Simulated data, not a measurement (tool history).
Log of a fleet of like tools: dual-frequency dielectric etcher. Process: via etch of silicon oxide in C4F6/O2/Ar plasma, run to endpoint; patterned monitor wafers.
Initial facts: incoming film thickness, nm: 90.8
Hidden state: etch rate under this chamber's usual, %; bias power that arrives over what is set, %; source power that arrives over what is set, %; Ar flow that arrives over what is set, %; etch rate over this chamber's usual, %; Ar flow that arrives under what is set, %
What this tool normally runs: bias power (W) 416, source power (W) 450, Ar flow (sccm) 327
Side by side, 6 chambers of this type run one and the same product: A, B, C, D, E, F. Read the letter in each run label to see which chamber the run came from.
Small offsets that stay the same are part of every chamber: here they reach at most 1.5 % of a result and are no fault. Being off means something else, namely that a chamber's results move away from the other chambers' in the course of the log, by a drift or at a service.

run    day  bias power (W)  source power (W)  Ar flow (sccm)  hours since the last wet clean  hours since the last bias power generator calibration  hours since the last source power generator calibration  hours since the last Ar flow controller change  endpoint time (s)
 1C  0.192             416               450             327                            16.3                                                 1459.4                                                   1864.1                                          2510.5             20.689
 2F  0.321             416               450             327                           242.2                                                 2960.3                                                    591.2                                          1249.4             21.013
 3A  0.467             416               450             327                           347.8                                                 2544.3                                                    632.2                                          1074.2             20.785
 4D  0.671             416               450             327                           289.6                                                 2409.5                                                    723.1                                          4276.6             20.608
 5B  0.779             378               450             378                           423.8                                                 3732.7                                                   1778.5                                          1159.3             21.685
 6E  0.962             378               450             378                           141.4                                                 2168.7                                                   2663.8                                           620.9              21.64
     1.108  -- chamber B: bias power generator calibrated
 7D  1.158             378               450             378                           301.3                                                 2421.2                                                    734.8                                          4288.3             21.555
 8F  1.262             378               450             378                           264.8                                                 2982.9                                                    613.8                                            1272             22.056
 9C  1.446             378               450             378                            46.4                                                 1489.5                                                   1894.2                                          2540.6             21.952
10E  1.579             378               450             378                           156.2                                                 2183.5                                                   2678.6                                           635.7             21.633
11A  1.733             416               450             327                           378.2                                                 2574.7                                                    662.6                                          1104.6             20.818
12B  1.929             416               450             327                           451.4                                                   19.8                                                   1806.1                                          1186.9             20.418
13A  2.088             416               450             327                           386.7                                                 2583.2                                                    671.1                                          1113.1             20.527
       2.2  -- chamber A: wet clean of the chamber
14D  2.208             416               450             327                           326.5                                                 2446.4                                                      760                                          4313.5             20.587
15B  2.388             416               540             327                           462.4                                                   30.8                                                   1817.1                                          1197.9             18.993
     2.425  -- chamber B: wet clean of the chamber
16F  2.588             416               540             327                           296.6                                                 3014.7                                                    645.6                                          1303.8              19.57
17E   2.75             416               540             327                           184.3                                                 2211.6                                                   2706.7                                           663.8             19.175
     2.838  -- chamber E: bias power generator calibrated
18C  2.888             416               540             327                              81                                                 1524.1                                                   1928.8                                          2575.2             19.406
     2.925  -- chamber F: wet clean of the chamber
19A      3             416               540             327                            19.3                                                 2605.1                                                      693                                            1135             19.911
20D  3.204             416               540             327                           350.4                                                 2470.3                                                    783.9                                          4337.4             19.167
21C  3.362             416               450             327                            92.4                                                 1535.5                                                   1940.2                                          2586.6             20.859
22B  3.504             416               450             327                            25.9                                                   57.6                                                   1843.9                                          1224.7             20.587
23F  3.604             416               490             327                            16.4                                                 3039.1                                                      670                                          1328.2             20.341
     3.788  -- chamber D: wet clean of the chamber
24E  3.808             416               490             327                           209.7                                                   23.3                                                   2732.1                                           689.2             19.922
25F  4.017             416               490             327                            26.3                                                   3049                                                    679.9                                          1338.1             20.174
26E  4.104             416               490             327                           216.8                                                   30.4                                                   2739.2                                           696.3             19.967
27C  4.296             416               490             327                           114.8                                                 1557.9                                                   1962.6                                            2609             20.199
28A    4.4             416               490             327                            52.9                                                 2638.7                                                    726.6                                          1168.6             20.503
29B  4.508             416               450             327                              50                                                   81.7                                                     1868                                          1248.8             20.633
30D  4.696             416               450             327                            21.9                                                 2506.1                                                    819.7                                          4373.2             20.681
31D  4.817             416               450             327                            24.8                                                   2509                                                    822.6                                          4376.1             20.579
32B   4.95             416               450             327                            60.6                                                   92.3                                                   1878.6                                          1259.4             20.523
33F  5.142             416               360             327                            53.3                                                   3076                                                    706.9                                          1365.1             22.683
34A  5.317             416               360             327                            74.9                                                 2660.7                                                    748.6                                          1190.6             22.913
35E  5.454             416               360             327                           249.2                                                   62.8                                                   2771.6                                           728.7             22.275
36C  5.546             416               360             327                           144.8                                                 1587.9                                                   1992.6                                            2639             22.717
37A  5.708             416               360             327                            84.3                                                 2670.1                                                      758                                            1200             23.082
38D  5.838             416               360             327                            49.3                                                 2533.5                                                    847.1                                          4400.6             22.283
39E  5.983             416               450             327                           261.9                                                   75.5                                                   2784.3                                           741.4             20.483
40B  6.075             416               450             327                            87.6                                                  119.3                                                   1905.6                                          1286.4             20.622
     6.146  -- chamber F: bias power generator calibrated
41F  6.212             416               450             327                              79                                                    1.6                                                    732.6                                          1390.8              21.01

Predict what each chamber gives when all 6 of them run the settings below next.
42A  6.362             416               450             357                                                                                                                                                                                                                  ?
42B  6.362             416               450             357                                                                                                                                                                                                                  ?
42C  6.362             416               450             357                                                                                                                                                                                                                  ?
42D  6.362             416               450             357                                                                                                                                                                                                                  ?
42E  6.362             416               450             357                                                                                                                                                                                                                  ?
42F  6.362             416               450             357                                                                                                                                                                                                                  ?

run  endpoint time (s)
42A             21.442
42B             20.696
42C             21.072
42D             20.779
42E             20.712
42F              21.18
